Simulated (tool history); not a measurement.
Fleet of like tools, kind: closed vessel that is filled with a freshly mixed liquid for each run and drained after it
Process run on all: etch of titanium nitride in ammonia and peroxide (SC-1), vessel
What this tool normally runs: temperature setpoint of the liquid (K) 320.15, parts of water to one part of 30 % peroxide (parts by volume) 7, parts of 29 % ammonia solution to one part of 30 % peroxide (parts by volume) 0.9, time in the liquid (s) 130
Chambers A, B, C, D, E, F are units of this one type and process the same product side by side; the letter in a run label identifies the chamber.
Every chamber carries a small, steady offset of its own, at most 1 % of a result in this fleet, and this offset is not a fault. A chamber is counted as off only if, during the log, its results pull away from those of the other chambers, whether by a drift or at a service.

run   hour  temperature setpoint of the liquid (K)  parts of water to one part of 30 % peroxide (parts by volume)  parts of 29 % ammonia solution to one part of 30 % peroxide (parts by volume)  time in the liquid (s)  hours since the thermometer was replaced  hours since the ammonia flow meter was replaced  hours since the drum of ammonia solution was connected  read-back film thickness of the titanium nitride reference wafer, read on the same gauge (nm)  thickness taken off the titanium nitride on a monitor wafer (nm)
 1D    4.5                                  320.15                                                              7                                                                            0.9                     130                                     332.9                                              353                                                   641.9                                                                                         29.986                                                            7.6314
 2E    9.4                                  320.15                                                              7                                                                            0.9                     130                                     790.7                                            246.1                                                     544                                                                                         29.974                                                            7.5429
 3F   14.2                                  320.15                                                              7                                                                            0.9                     130                                     979.9                                             94.5                                                    25.8                                                                                          29.98                                                              7.44
 4B   18.9                                  320.15                                                              7                                                                            0.9                     130                                     861.1                                             63.8                                                   501.2                                                                                         30.009                                                            7.6051
 5C   23.7                                  320.15                                                              7                                                                            0.9                     130                                      45.6                                           1687.9                                                     213                                                                                         29.986                                                             7.546
 6A     27                                  327.65                                                              7                                                                            0.9                     130                                     339.1                                            373.2                                                   380.3                                                                                         29.989                                                            12.939
 7E   30.2                                  327.65                                                              7                                                                            0.9                     130                                     811.5                                            266.9                                                   564.8                                                                                         29.986                                                            12.668
 8D   34.3                                  327.65                                                              7                                                                            0.9                     130                                     362.7                                            382.8                                                   671.7                                                                                         29.976                                                            12.567
 9B     37                                  327.65                                                              7                                                                            0.9                     130                                     879.2                                             81.9                                                   519.3                                                                                         29.998                                                            12.862
10F   40.9                                  327.65                                                              7                                                                            0.9                     130                                    1006.6                                            121.2                                                    52.5                                                                                         29.981                                                            12.717
11A   44.2                                  327.65                                                              7                                                                            0.9                     130                                     356.3                                            390.4                                                   397.5                                                                                         29.984                                                            12.702
12C     49                                  320.15                                                              7                                                                            0.9                     130                                      70.9                                           1713.2                                                   238.3                                                                                         29.973                                                            7.6139
13D     52                                  320.15                                                              7                                                                            0.9                     130                                     380.4                                            400.5                                                   689.4                                                                                         30.008                                                            7.6498
14C     57                                  313.65                                                              9                                                                            0.9                     130                                      78.9                                           1721.2                                                   246.3                                                                                         29.979                                                            4.1576
15F   60.3                                  313.65                                                              9                                                                            0.9                     130                                      1026                                            140.6                                                    71.9                                                                                         29.986                                                            4.2486
16E   63.5                                  313.65                                                              9                                                                            0.9                     130                                     844.8                                            300.2                                                   598.1                                                                                         30.009                                                            4.1463
17B   67.2                                  313.65                                                              9                                                                            0.9                     130                                     909.4                                            112.1                                                   549.5                                                                                         29.986                                                             4.188
18A   70.5                                  313.65                                                              9                                                                            0.9                     130                                     382.6                                            416.7                                                   423.8                                                                                         30.016                                                            4.1774
19D   72.8                                  313.65                                                              9                                                                            0.9                     130                                     401.2                                            421.3                                                   710.2                                                                                         29.974                                                             4.229
20E   77.7                                  320.15                                                              7                                                                            0.9                     130                                       859                                            314.4                                                   612.3                                                                                         30.011                                                            7.4369
21F   80.1                                  326.65                                                              7                                                                            0.9                     130                                    1045.8                                            160.4                                                    91.7                                                                                         30.012                                                              12.1
22A     83                                  326.65                                                              7                                                                            0.9                     130                                     395.1                                            429.2                                                   436.3                                                                                         30.039                                                            11.982
23B   85.2                                  326.65                                                              7                                                                            0.9                     130                                     927.4                                            130.1                                                   567.5                                                                                         30.004                                                            11.917
24C   90.1                                  326.65                                                              7                                                                            0.9                     130                                       112                                           1754.3                                                   279.4                                                                                         30.002                                                            11.995
25C   92.3                                  326.65                                                              7                                                                            0.9                     130                                     114.2                                           1756.5                                                   281.6                                                                                         29.997                                                            11.909
26F   96.8                                  326.65                                                              7                                                                            0.9                     130                                    1062.5                                            177.1                                                   108.4                                                                                         29.978                                                            12.141
27B   99.5                                  320.15                                                              7                                                                            0.9                     130                                     941.7                                            144.4                                                   581.8                                                                                         29.993                                                            7.6804
28E  102.2                                  320.15                                                              7                                                                            0.9                     130                                     883.5                                            338.9                                                   636.8                                                                                         30.006                                                            7.3682
29D  105.8                                  320.15                                                              7                                                                            0.9                     130                                     434.2                                            454.3                                                   743.2                                                                                         30.037                                                            7.4947
30A  108.7                                  320.15                                                              7                                                                            0.9                     130                                     420.8                                            454.9                                                     462                                                                                         30.016                                                            7.5214
31E  113.5                                  320.15                                                              7                                                                            0.9                     130                                     894.8                                            350.2                                                   648.1                                                                                         29.991                                                            7.5117
32A  118.4                                  320.15                                                              7                                                                            0.9                     130                                     430.5                                            464.6                                                   471.7                                                                                         30.015                                                            7.5223
33B  122.5                                  320.15                                                              7                                                                            0.9                     130                                     964.7                                            167.4                                                   604.8                                                                                         30.006                                                            7.5742
34F  126.4                                  320.15                                                              7                                                                            0.9                     130                                    1092.1                                            206.7                                                     138                                                                                         29.976                                                            8.0076
35C  129.4                                  320.15                                                              7                                                                            0.9                     130                                     151.3                                           1793.6                                                   318.7                                                                                         29.975                                                            7.6024
36D  132.6                                  320.15                                                              7                                                                            0.9                     130                                       461                                            481.1                                                     770                                                                                         30.004                                                            7.5976
37D  136.2                                  320.15                                                              5                                                                           1.05                     130                                     464.6                                            484.7                                                   773.6                                                                                         29.981                                                            8.9731
38F  141.2                                  320.15                                                              5                                                                           1.05                     130                                    1106.9                                            221.5                                                   152.8                                                                                         30.011                                                            9.5253
39A  144.2                                  320.15                                                              5                                                                           1.05                     130                                     456.3                                            490.4                                                   497.5                                                                                         30.028                                                            9.0211
40E  146.6                                  320.15                                                              5                                                                           1.05                     130                                     927.9                                            383.3                                                   681.2                                                                                         30.015                                                            8.8692
41B  150.4                                  320.15                                                              5                                                                           1.05                     130                                     992.6                                            195.3                                                   632.7                                                                                         30.024                                                            8.9298

The same settings go to every chamber for the next run, one line per chamber below. Forecast the results for each:
42A  154.1                                  320.15                                                              7                                                                            0.9                     130                                                                                                                                                                                                                                                                                                                   ?
42B  154.1                                  320.15                                                              7                                                                            0.9                     130                                                                                                                                                                                                                                                                                                                   ?
42C  154.1                                  320.15                                                              7                                                                            0.9                     130                                                                                                                                                                                                                                                                                                                   ?
42D  154.1                                  320.15                                                              7                                                                            0.9                     130                                                                                                                                                                                                                                                                                                                   ?
42E  154.1                                  320.15                                                              7                                                                            0.9                     130                                                                                                                                                                                                                                                                                                                   ?
42F  154.1                                  320.15                                                              7                                                                            0.9                     130                                                                                                                                                                                                                                                                                                                   ?

run  thickness taken off the titanium nitride on a monitor wafer (nm)
42A                                                             7.529
42B                                                            7.7576
42C                                                            7.5305
42D                                                            7.5458
42E                                                            7.5567
42F                                                            8.0882
